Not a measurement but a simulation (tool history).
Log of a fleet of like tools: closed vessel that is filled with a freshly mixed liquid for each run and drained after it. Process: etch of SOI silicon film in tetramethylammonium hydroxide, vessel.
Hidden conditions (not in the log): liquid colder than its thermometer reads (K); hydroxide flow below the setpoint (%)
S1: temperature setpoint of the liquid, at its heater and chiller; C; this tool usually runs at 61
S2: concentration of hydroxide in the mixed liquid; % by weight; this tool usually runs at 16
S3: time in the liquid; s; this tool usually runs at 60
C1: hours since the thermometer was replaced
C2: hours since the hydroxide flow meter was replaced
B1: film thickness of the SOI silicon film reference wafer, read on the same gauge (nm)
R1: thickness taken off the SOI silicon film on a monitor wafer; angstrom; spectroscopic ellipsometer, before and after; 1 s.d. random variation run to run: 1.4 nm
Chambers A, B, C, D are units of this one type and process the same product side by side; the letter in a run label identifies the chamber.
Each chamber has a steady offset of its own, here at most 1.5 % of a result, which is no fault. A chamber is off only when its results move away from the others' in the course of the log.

{"run": "1A", "day": 0.333, "S1": 61, "S2": 16, "S3": 60, "C1": 1135.9, "C2": 108, "B1": 139.99, "R1": 2165}
{"day": 0.508, "done": "chamber D: hydroxide flow meter replaced"}
{"run": "2B", "day": 0.721, "S1": 61, "S2": 16, "S3": 60, "C1": 1048.2, "C2": 633.9, "B1": 139.99, "R1": 2155.7}
{"run": "3C", "day": 0.979, "S1": 61, "S2": 16, "S3": 60, "C1": 1160.2, "C2": 360.1, "B1": 139.99, "R1": 2164.4}
{"run": "4D", "day": 1.312, "S1": 61, "S2": 16, "S3": 60, "C1": 870.3, "C2": 19.3, "B1": 140.01, "R1": 2158.9}
{"run": "5C", "day": 1.612, "S1": 61, "S2": 16, "S3": 60, "C1": 1175.4, "C2": 375.3, "B1": 140, "R1": 2178}
{"run": "6D", "day": 2.017, "S1": 61, "S2": 16, "S3": 60, "C1": 887.2, "C2": 36.2, "B1": 140, "R1": 2126.6}
{"day": 2.167, "done": "chamber C: thermometer replaced"}
{"run": "7B", "day": 2.388, "S1": 61, "S2": 16, "S3": 60, "C1": 1088.2, "C2": 673.9, "B1": 140, "R1": 2128.5}
{"run": "8A", "day": 2.692, "S1": 61, "S2": 16, "S3": 60, "C1": 1192.5, "C2": 164.6, "B1": 140, "R1": 2096.2}
{"run": "9C", "day": 2.962, "S1": 61, "S2": 12, "S3": 35, "C1": 19.1, "C2": 407.7, "B1": 139.99, "R1": 1440.9}
{"run": "10A", "day": 3.358, "S1": 61, "S2": 12, "S3": 35, "C1": 1208.5, "C2": 180.6, "B1": 140, "R1": 1390.4}
{"day": 3.433, "done": "chamber D: thermometer replaced"}
{"run": "11B", "day": 3.608, "S1": 61, "S2": 12, "S3": 35, "C1": 1117.5, "C2": 703.2, "B1": 140, "R1": 1423.4}
{"run": "12D", "day": 3.942, "S1": 61, "S2": 12, "S3": 35, "C1": 12.2, "C2": 82.4, "B1": 139.98, "R1": 1422}
{"run": "13A", "day": 4.267, "S1": 61, "S2": 16, "S3": 60, "C1": 1230.3, "C2": 202.4, "B1": 140, "R1": 2042.3}
{"run": "14B", "day": 4.475, "S1": 61, "S2": 16, "S3": 60, "C1": 1138.3, "C2": 724, "B1": 140.01, "R1": 2142.9}
{"run": "15C", "day": 4.938, "S1": 61, "S2": 16, "S3": 60, "C1": 66.5, "C2": 455.1, "B1": 139.99, "R1": 2173.4}
{"run": "16D", "day": 5.346, "S1": 61, "S2": 16, "S3": 60, "C1": 45.9, "C2": 116.1, "B1": 139.98, "R1": 2169.5}
{"run": "17D", "day": 5.592, "S1": 61, "S2": 16, "S3": 60, "C1": 51.8, "C2": 122, "B1": 139.98, "R1": 2131.5}
{"run": "18B", "day": 5.808, "S1": 61, "S2": 16, "S3": 60, "C1": 1170.3, "C2": 756, "B1": 140, "R1": 2155.2}
{"run": "19A", "day": 6.279, "S1": 61, "S2": 16, "S3": 60, "C1": 1278.6, "C2": 250.7, "B1": 139.99, "R1": 2056}
{"run": "20C", "day": 6.633, "S1": 61, "S2": 16, "S3": 60, "C1": 107.2, "C2": 495.8, "B1": 139.99, "R1": 2164.9}
{"run": "21A", "day": 6.975, "S1": 61, "S2": 16, "S3": 60, "C1": 1295.3, "C2": 267.4, "B1": 140.01, "R1": 2024.3}
{"day": 7.346, "done": "chamber B: thermometer replaced"}
{"run": "22D", "day": 7.383, "S1": 61, "S2": 16, "S3": 60, "C1": 94.8, "C2": 165, "B1": 139.99, "R1": 2134.3}
{"run": "23B", "day": 7.779, "S1": 61, "S2": 16, "S3": 60, "C1": 10.5, "C2": 803.3, "B1": 140, "R1": 2166.7}
{"run": "24C", "day": 8.254, "S1": 54, "S2": 16, "S3": 85, "C1": 146.1, "C2": 534.7, "B1": 140, "R1": 1949.7}
{"run": "25B", "day": 8.496, "S1": 54, "S2": 16, "S3": 85, "C1": 27.7, "C2": 820.5, "B1": 140, "R1": 1933.9}
{"run": "26C", "day": 8.921, "S1": 54, "S2": 16, "S3": 85, "C1": 162.1, "C2": 550.7, "B1": 140.02, "R1": 1959.5}
{"run": "27D", "day": 9.208, "S1": 54, "S2": 16, "S3": 85, "C1": 138.6, "C2": 208.8, "B1": 140, "R1": 1977.4}
{"run": "28A", "day": 9.671, "S1": 61, "S2": 16, "S3": 60, "C1": 1360, "C2": 332.1, "B1": 140, "R1": 1969.8}
{"run": "29D", "day": 10.029, "S1": 61, "S2": 16, "S3": 60, "C1": 158.3, "C2": 228.5, "B1": 140, "R1": 2172.6}

The same settings go to every chamber for the next run, one line per chamber below. Forecast the results for each:
{"run": "30A", "day": 10.375, "S1": 61, "S2": 16, "S3": 90, "R1": "?"}
{"run": "30B", "day": 10.375, "S1": 61, "S2": 16, "S3": 90, "R1": "?"}
{"run": "30C", "day": 10.375, "S1": 61, "S2": 16, "S3": 90, "R1": "?"}
{"run": "30D", "day": 10.375, "S1": 61, "S2": 16, "S3": 90, "R1": "?"}

run=30A R1=2900.7
run=30B R1=3221.8
run=30C R1=3283.6
run=30D R1=3239.2

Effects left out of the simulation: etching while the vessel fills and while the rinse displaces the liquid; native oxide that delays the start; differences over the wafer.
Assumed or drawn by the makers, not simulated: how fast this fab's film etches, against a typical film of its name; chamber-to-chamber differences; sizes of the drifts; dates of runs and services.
